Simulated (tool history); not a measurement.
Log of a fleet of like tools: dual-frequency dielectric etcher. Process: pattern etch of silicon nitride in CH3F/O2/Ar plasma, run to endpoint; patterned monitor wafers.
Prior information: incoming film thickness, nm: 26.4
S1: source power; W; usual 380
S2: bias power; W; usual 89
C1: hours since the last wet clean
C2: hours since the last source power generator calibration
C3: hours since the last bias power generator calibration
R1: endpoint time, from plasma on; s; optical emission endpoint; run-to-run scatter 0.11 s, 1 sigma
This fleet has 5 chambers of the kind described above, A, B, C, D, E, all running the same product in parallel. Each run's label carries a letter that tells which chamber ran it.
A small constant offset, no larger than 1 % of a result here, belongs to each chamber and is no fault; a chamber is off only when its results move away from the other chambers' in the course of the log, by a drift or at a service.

run   hour   S1   S2     C1      C2      C3      R1
 1B    9.6  380   89  266.9    24.1  2502.4  35.907
 2E   16.5  380   89  144.7  1761.4   805.0  35.875
 3A   26.7  380   89  349.5   120.0  1857.7  36.007
 4D   32.2  380   89  382.3  1876.3  3561.6  36.331
 5C   44.5  380   89  482.8  1699.2   105.0  36.585
 6C   54.3  380   89  492.6  1709.0   114.8  36.490
      58.4  -- chamber C: wet clean of the chamber
 7D   61.8  380   89  411.9  1905.9  3591.2  36.274
 8E   69.7  380   89  197.9  1814.6   858.2  36.072
 9B   76.6  380   89  333.9    91.1  2569.4  35.978
10A   85.4  380   89  408.2   178.7  1916.4  35.973
11E   97.2  380   82  225.4  1842.1   885.7  36.719
12A  107.2  380   82  430.0   200.5  1938.2  37.046
     107.3  -- chamber A: wet clean of the chamber
13C  113.9  380   82   55.5  1768.6   174.4  37.378
14D  125.9  380   82  476.0  1970.0  3655.3  37.220
     126.0  -- chamber D: wet clean of the chamber
15B  132.5  380   82  389.8   147.0  2625.3  37.220
16E  140.2  380   89  268.4  1885.1   928.7  35.983
     146.9  -- chamber D: source power generator calibrated
17A  149.5  380   89   42.3   242.8  1980.5  36.141
18C  158.9  380   89  100.5  1813.6   219.4  36.303
19B  168.3  380   89  425.6   182.8  2661.1  36.057
20D  176.2  380   81   50.2    29.4  3705.6  37.419
21E  184.2  380   81  312.4  1929.1   972.7  37.201
     191.8  -- chamber E: source power generator calibrated
22B  196.1  380   81  453.4   210.6  2688.9  37.567
23C  208.0  380   81  149.6  1862.7   268.5  37.765
24A  219.9  380   81  112.7   313.2  2050.9  37.271
25D  232.4  380   89  106.4    85.6  3761.8  36.384
26D  244.7  380   89  118.7    97.9  3774.1  36.302
     246.8  -- chamber B: wet clean of the chamber
27B  251.4  380   89    4.7   265.9  2744.2  34.946
28E  261.3  380   89  389.5    69.6  1049.8  35.841
29A  271.1  380   89  163.9   364.4  2102.1  35.843
30C  279.8  380   89  221.4  1934.5   340.3  36.422
     281.3  -- chamber E: wet clean of the chamber
31C  292.1  310   89  233.7  1946.8   352.6  39.403
32B  303.5  310   89   56.8   318.0  2796.3  37.627
33D  315.0  310   89  189.0   168.2  3844.4  39.210
34A  325.1  310   89  217.9   418.4  2156.1  38.892
35E  333.6  310   89   52.4   141.9  1122.1  38.564
36C  341.1  380   89  282.7  1995.8   401.6  36.459
37E  346.7  380   89   65.5   155.0  1135.2  35.659
38A  354.7  460   89  247.5   448.0  2185.7  33.743
39B  365.1  460   89  118.4   379.6  2857.9  32.457
40D  370.9  460   89  244.9   224.1  3900.3  33.600
41B  379.0  460   89  132.3   393.5  2871.8  32.507
42A  389.8  460   89  282.6   483.1  2220.8  33.605
43E  399.9  380  110  118.7   208.2  1188.4  33.204
44D  408.8  380  110  282.8   262.0  3938.2  33.573

Has any chamber moved away from the others, gradually or after a service, or does the common gauge drift, or do the chambers differ only by their own small steady offsets? State the chamber and the most likely cause if one applies.

The work done on chamber B during a service left it standing apart from the others.
Cause: etch rate over this chamber's usual, % = 3.48.

Here are 4 candidates for chamber B's next run, each the usual settings with a change, their results left as question marks. Which one brings its results back in line with what the others give on the usual settings?
To be in line, a result may differ from the other chambers' mean on the usual settings by at most: R1 0.400 s
45B-1  417.8  380  105               ?
45B-2  417.8  360   85               ?
45B-3  417.8  400   93               ?
45B-4  417.8  380   75               ?

The other chambers' mean on the usual settings: R1 36.162 s
  run      R1
45B-1  32.862
45B-2  36.176
45B-3  33.685
45B-4  37.019
45B-2 is the one that brings the chamber's results back in line with the other chambers.
